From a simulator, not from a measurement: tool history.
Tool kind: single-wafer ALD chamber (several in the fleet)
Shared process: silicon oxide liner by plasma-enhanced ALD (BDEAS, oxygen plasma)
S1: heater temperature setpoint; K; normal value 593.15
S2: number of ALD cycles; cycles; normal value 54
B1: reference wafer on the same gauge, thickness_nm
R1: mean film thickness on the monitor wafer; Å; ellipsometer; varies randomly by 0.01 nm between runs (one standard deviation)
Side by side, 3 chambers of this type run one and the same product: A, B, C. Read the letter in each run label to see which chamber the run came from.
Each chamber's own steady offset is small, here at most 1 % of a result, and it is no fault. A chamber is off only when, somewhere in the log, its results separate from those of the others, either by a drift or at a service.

run,hour,S1,S2,B1,R1
1C,8.5,593.15,54,4.9494,48.949
2B,17.2,593.15,54,4.9495,48.965
3A,25.4,593.15,54,4.9504,49.23
4B,32.2,593.15,54,4.9478,49.087
5C,46.2,593.15,54,4.9509,49.128
6A,56.7,593.15,54,4.9483,49.154
7A,67.3,593.15,54,4.9524,49.108
8C,75.2,593.15,54,4.9526,48.943
9B,83,593.15,54,4.9484,49.023
10B,90,593.15,54,4.9511,48.73
11C,103.6,593.15,54,4.949,49.132
12A,115.5,593.15,54,4.9497,49.282
13B,125.1,593.15,54,4.95,48.819
14A,133.3,593.15,54,4.9502,49.016
15C,143.1,593.15,54,4.9495,49.202
16A,155.3,600.15,54,4.9508,48.91
17B,168.6,600.15,54,4.9519,48.364
18C,177.6,600.15,54,4.9491,48.51
19C,186.1,593.15,54,4.9479,49.144
20A,196.7,593.15,54,4.9511,49.352
21B,205.6,593.15,54,4.954,48.916
22A,218.9,593.15,54,4.9501,49.354
23B,232,593.15,54,4.9491,48.984
24C,239.9,593.15,54,4.952,49.097
25B,250.1,593.15,54,4.9511,48.938
26C,259.1,593.15,54,4.9505,49.039
27A,266,593.15,54,4.9503,49.049

Read the log: is a single chamber off, either drifting away or since a service, is the gauge that measures every chamber drifting, or is nothing wrong beyond small per-chamber offsets? Name any odd chamber and what most likely caused it.

No chamber is off and the gauge is stable; the differences are just each chamber's small, constant offset.
